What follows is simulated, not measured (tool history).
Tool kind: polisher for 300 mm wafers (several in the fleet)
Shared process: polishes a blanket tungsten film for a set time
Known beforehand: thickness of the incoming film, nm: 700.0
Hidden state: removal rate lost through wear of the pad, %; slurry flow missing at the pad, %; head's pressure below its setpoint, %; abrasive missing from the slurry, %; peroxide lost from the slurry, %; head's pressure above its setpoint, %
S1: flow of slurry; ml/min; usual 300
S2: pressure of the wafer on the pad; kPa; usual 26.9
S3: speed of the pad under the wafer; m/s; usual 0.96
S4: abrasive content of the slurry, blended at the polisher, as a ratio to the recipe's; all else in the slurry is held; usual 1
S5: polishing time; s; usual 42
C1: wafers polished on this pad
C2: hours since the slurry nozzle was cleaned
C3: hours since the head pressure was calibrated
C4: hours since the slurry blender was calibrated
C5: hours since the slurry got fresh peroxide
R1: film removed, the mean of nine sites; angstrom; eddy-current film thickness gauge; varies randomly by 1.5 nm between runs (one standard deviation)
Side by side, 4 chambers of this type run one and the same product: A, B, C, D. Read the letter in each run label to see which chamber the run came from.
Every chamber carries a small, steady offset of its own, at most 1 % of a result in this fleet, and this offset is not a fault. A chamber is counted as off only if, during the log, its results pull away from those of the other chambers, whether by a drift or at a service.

Run 1D, hour 12.4: usual settings; C1 867; C2 256.9; C3 410.7; C4 163.1; C5 117.3. Result: R1 2141.8 angstrom.
At hour 14.6: chamber C: slurry tank refilled with fresh slurry and peroxide.
At hour 15.5: chamber B: worn pad replaced by a new one.
At hour 18.2: chamber A: slurry tank refilled with fresh slurry and peroxide.
At hour 21.3: chamber A: worn pad replaced by a new one.
Run 2C, hour 23: usual settings; C1 1139; C2 456.2; C3 697.8; C4 353.6; C5 8.4. Result: R1 2124.4 angstrom.
At hour 27: chamber D: worn pad replaced by a new one.
At hour 27.8: chamber C: worn pad replaced by a new one.
Run 3A, hour 30.1: usual settings; C1 102; C2 70.6; C3 435.7; C4 120.7; C5 12. Result: R1 2165.4 angstrom.
Run 4B, hour 39.1: usual settings; C1 271; C2 78.2; C3 1265.2; C4 144.8; C5 44.5. Result: R1 2152.6 angstrom.
At hour 41.1: chamber D: slurry tank refilled with fresh slurry and peroxide.
At hour 45.3: chamber B: head pressure recalibrated.
Run 5B, hour 53.1: usual settings; C1 432; C2 92.2; C3 7.9; C4 158.8; C5 58.5. Result: R1 2157.8 angstrom.
At hour 55.9: chamber B: slurry tank refilled with fresh slurry and peroxide.
At hour 58.2: chamber C: slurry blender recalibrated.
Run 6A, hour 63.2: usual settings; C1 482; C2 103.7; C3 468.8; C4 153.8; C5 45.1. Result: R1 2154.7 angstrom.
Run 7C, hour 71.5: usual settings; C1 503; C2 504.7; C3 746.3; C4 13.3; C5 56.9. Result: R1 2149 angstrom.
Run 8D, hour 79.6: usual settings; C1 604; C2 324.1; C3 477.9; C4 230.3; C5 38.5. Result: R1 2144.5 angstrom.
Run 9C, hour 88.5: usual settings; C1 698; C2 521.7; C3 763.3; C4 30.3; C5 73.9. Result: R1 2172.4 angstrom.
Run 10B, hour 102.8: usual settings; C1 1003; C2 141.9; C3 57.6; C4 208.5; C5 47. Result: R1 2142.1 angstrom.
At hour 109.7: chamber A: slurry tank refilled with fresh slurry and peroxide.
At hour 110.2: chamber D: worn pad replaced by a new one.
At hour 110.5: chamber B: worn pad replaced by a new one.
Run 11D, hour 115.3: usual settings; C1 59; C2 359.8; C3 513.6; C4 266; C5 74.2. Result: R1 2117 angstrom.
At hour 121.6: chamber B: slurry tank refilled with fresh slurry and peroxide.
At hour 122.8: chamber A: worn pad replaced by a new one.
Run 12A, hour 125.4: usual settings; C1 30; C2 165.9; C3 531; C4 216; C5 15.8. Result: R1 2149.1 angstrom.
At hour 128.2: chamber C: worn pad replaced by a new one.
Run 13A, hour 139: usual settings but S3 1.12 m/s, S5 49 s; C1 186; C2 179.5; C3 544.6; C4 229.6; C5 29.4. Result: R1 2912 angstrom.
Run 14B, hour 151.1: usual settings but S3 1.12 m/s, S5 49 s; C1 466; C2 190.2; C3 105.9; C4 256.8; C5 29.5. Result: R1 2922.8 angstrom.
Run 15D, hour 158.5: usual settings but S3 1.12 m/s, S5 49 s; C1 555; C2 403; C3 556.8; C4 309.2; C5 117.4. Result: R1 2859.3 angstrom.
At hour 164.2: chamber C: slurry tank refilled with fresh slurry and peroxide.
Run 16C, hour 165.3: usual settings but S3 1.12 m/s, S5 49 s; C1 426; C2 598.5; C3 840.1; C4 107.1; C5 1.1. Result: R1 2961.4 angstrom.
At hour 177.7: chamber D: slurry tank refilled with fresh slurry and peroxide.
Run 17B, hour 180.3: usual settings; C1 802; C2 219.4; C3 135.1; C4 286; C5 58.7. Result: R1 2178.5 angstrom.
At hour 184: chamber B: slurry tank refilled with fresh slurry and peroxide.
Run 18A, hour 188.6: usual settings; C1 756; C2 229.1; C3 594.2; C4 279.2; C5 79. Result: R1 2118.1 angstrom.
At hour 200: chamber A: slurry tank refilled with fresh slurry and peroxide.
Run 19C, hour 200.7: usual settings; C1 833; C2 633.9; C3 875.5; C4 142.5; C5 36.5. Result: R1 2117.9 angstrom.
At hour 206.2: chamber D: worn pad replaced by a new one.
Run 20D, hour 211.6: usual settings but S3 1.26 m/s; C1 62; C2 456.1; C3 609.9; C4 362.3; C5 34. Result: R1 2718.2 angstrom.
At hour 220.6: chamber B: slurry blender recalibrated.
At hour 225.8: chamber A: head pressure recalibrated.
Run 21D, hour 226.6: usual settings but S3 1.26 m/s; C1 235; C2 471.1; C3 624.9; C4 377.3; C5 49. Result: R1 2677.6 angstrom.
At hour 228.7: chamber A: worn pad replaced by a new one.
At hour 229.9: chamber B: worn pad replaced by a new one.
At hour 233.3: chamber A: slurry nozzle cleaned.
At hour 238.7: chamber A: slurry blender recalibrated.
Run 22B, hour 241.1: usual settings but S3 1.26 m/s; C1 129; C2 280.2; C3 195.9; C4 20.6; C5 57.2. Result: R1 2859.7 angstrom.
At hour 245.8: chamber B: slurry tank refilled with fresh slurry and peroxide.
At hour 246.6: chamber C: worn pad replaced by a new one.
Run 23C, hour 249: usual settings but S3 1.26 m/s; C1 28; C2 682.2; C3 923.8; C4 190.8; C5 84.8. Result: R1 2871.5 angstrom.
Run 24A, hour 263.5: usual settings but S1 245 ml/min; C1 399; C2 30.3; C3 37.8; C4 24.8; C5 63.6. Result: R1 2109.4 angstrom.
Run 25B, hour 273.6: usual settings but S1 245 ml/min; C1 502; C2 312.7; C3 228.4; C4 53.1; C5 27.8. Result: R1 2134.4 angstrom.
At hour 278.2: chamber D: slurry nozzle cleaned.
Run 26D, hour 282.8: usual settings but S1 245 ml/min; C1 880; C2 4.7; C3 681.1; C4 433.5; C5 105.2. Result: R1 1981.5 angstrom.
At hour 284.4: chamber C: slurry tank refilled with fresh slurry and peroxide.
Run 27C, hour 291.5: usual settings but S1 245 ml/min; C1 516; C2 724.7; C3 966.3; C4 233.3; C5 7.2. Result: R1 2095.7 angstrom.
At hour 295.5: chamber D: worn pad replaced by a new one.
At hour 300.4: chamber A: slurry tank refilled with fresh slurry and peroxide.
Run 28A, hour 302.3: usual settings; C1 845; C2 69.1; C3 76.6; C4 63.6; C5 2. Result: R1 2145 angstrom.
Run 29D, hour 310: usual settings; C1 167; C2 31.9; C3 708.3; C4 460.7; C5 132.4. Result: R1 1997.1 angstrom.
At hour 316.9: chamber A: worn pad replaced by a new one.
Run 30C, hour 317.8: usual settings; C1 818; C2 751; C3 992.6; C4 259.6; C5 33.5. Result: R1 2149.7 angstrom.
At hour 320.5: chamber B: slurry tank refilled with fresh slurry and peroxide.
Run 31B, hour 324.4: usual settings; C1 1086; C2 363.5; C3 279.2; C4 103.9; C5 4. Result: R1 2119.5 angstrom.
Run 32A, hour 331.9: usual settings; C1 172; C2 98.7; C3 106.2; C4 93.2; C5 31.6. Result: R1 2133.7 angstrom.

All chambers now run identical settings, listed one chamber a line with results as question marks. What results will each chamber show?
Run 33A, hour 342.8: usual settings. Result: R1 ?.
Run 33B, hour 342.8: usual settings. Result: R1 ?.
Run 33C, hour 342.8: usual settings. Result: R1 ?.
Run 33D, hour 342.8: usual settings. Result: R1 ?.

run      R1
33A  2164.2
33B  2140.8
33C  2157.3
33D  1974.5
